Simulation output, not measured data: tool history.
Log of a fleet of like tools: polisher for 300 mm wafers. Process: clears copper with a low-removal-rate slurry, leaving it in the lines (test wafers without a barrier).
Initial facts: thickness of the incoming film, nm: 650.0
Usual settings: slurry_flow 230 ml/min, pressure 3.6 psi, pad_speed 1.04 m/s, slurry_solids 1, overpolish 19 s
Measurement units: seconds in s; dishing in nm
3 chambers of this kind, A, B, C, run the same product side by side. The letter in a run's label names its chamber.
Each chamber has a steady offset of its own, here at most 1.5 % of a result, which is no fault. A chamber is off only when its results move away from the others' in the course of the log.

run	hour	slurry_flow	pressure	pad_speed	slurry_solids	overpolish	seconds	dishing
1A	8.8	230	3.6	1.04	1	19	154.35	51.887
2B	20.1	230	3.6	1.04	1	19	152.5	51.875
3C	30.5	230	3.6	1.04	1	19	150.41	51.059
4A	38.8	230	3.6	1.04	1	19	152.16	51.779
# hour 42.3: chamber C: slurry nozzle cleaned
5B	45.6	230	3.6	1.32	1	19	117.87	62.982
6C	51.2	230	3.6	1.32	1	19	120.73	61.978
# hour 51.8: chamber A: worn pad replaced by a new one
7B	62.1	230	3.6	1.32	1	19	118.81	61.953
8A	68.7	230	3.6	1.04	1	19	151.94	52.871
# hour 69.8: chamber C: worn pad replaced by a new one
9C	78.7	230	3.6	1.04	1	19	150.63	51.548
10A	88.1	230	3.6	1.04	1	19	155.15	52.283
11C	98.2	230	3.6	1.04	1	19	148.46	50.297
12B	106.5	230	3.6	1.04	1	19	150.77	50.49
13A	112.8	230	3.6	1.04	1	19	152.55	51.095
# hour 114.6: chamber B: worn pad replaced by a new one
14C	118.6	230	3.6	1.04	1	19	148.42	51.341
15B	125	230	3.6	1.04	1	19	149.38	51.091
16A	133.7	230	3.6	1.04	1	19	155.38	51.337
17B	139.5	205	3.6	0.9	1	19	175.99	46.051
# hour 144.9: chamber C: head pressure recalibrated
18C	146.3	205	3.6	0.9	1	19	155.88	50.295
19C	157.6	205	3.6	0.9	1	19	159.21	50.591
20A	166.2	230	3.6	1.04	1	19	152.43	51.731
21B	173	230	3.6	1.04	1	19	148.97	53.149
22C	181	230	3.6	1.04	1	19	136.66	56.576
23B	191.2	295	3.6	1.04	0.9	19	149.04	51.489
# hour 191.7: chamber C: worn pad replaced by a new one
24A	202	295	3.6	1.04	0.9	19	154.37	51.42
# hour 206: chamber A: worn pad replaced by a new one
25B	207.3	295	3.6	1.04	0.9	19	145.45	50.994
26C	217.7	230	3.6	1.04	1	19	137.08	56.105
27A	223.8	230	3.6	1.04	1	19	151.22	51.436
28A	228.9	230	3.6	1.04	1	19	152.18	51.678
# hour 231.1: chamber B: worn pad replaced by a new one
29B	236.3	230	3.6	1.04	1	19	151.33	51.92
30C	244.1	230	3.6	1.04	1	19	134.9	56.231
31A	249.7	230	3.6	1.04	1	19	154.59	51.354
32B	258	230	3.6	1.04	1	19	145.83	51.949
33C	266.7	230	3.6	1.04	1	19	135.63	57.311
34A	277.1	230	3.6	1.04	1	19	151.78	51.837
35B	282.1	230	3.6	1.04	1	19	152.38	51.697
36C	291	230	3.6	1.04	1	19	136.5	55.463
37C	300.8	230	3.6	1.04	1	19	136.95	57.826
38A	309.1	230	3.6	1.04	1	19	152.06	51.19
39B	315.1	230	3.6	1.04	1	19	152.75	50.903

Predict what each chamber gives when all 3 of them run the settings below next.
40A	323.3	230	3.6	1.04	0.9	19	?	?
40B	323.3	230	3.6	1.04	0.9	19	?	?
40C	323.3	230	3.6	1.04	0.9	19	?	?

run	seconds	dishing
40A	157.27	50.743
40B	152.03	50.64
40C	137.39	54.732
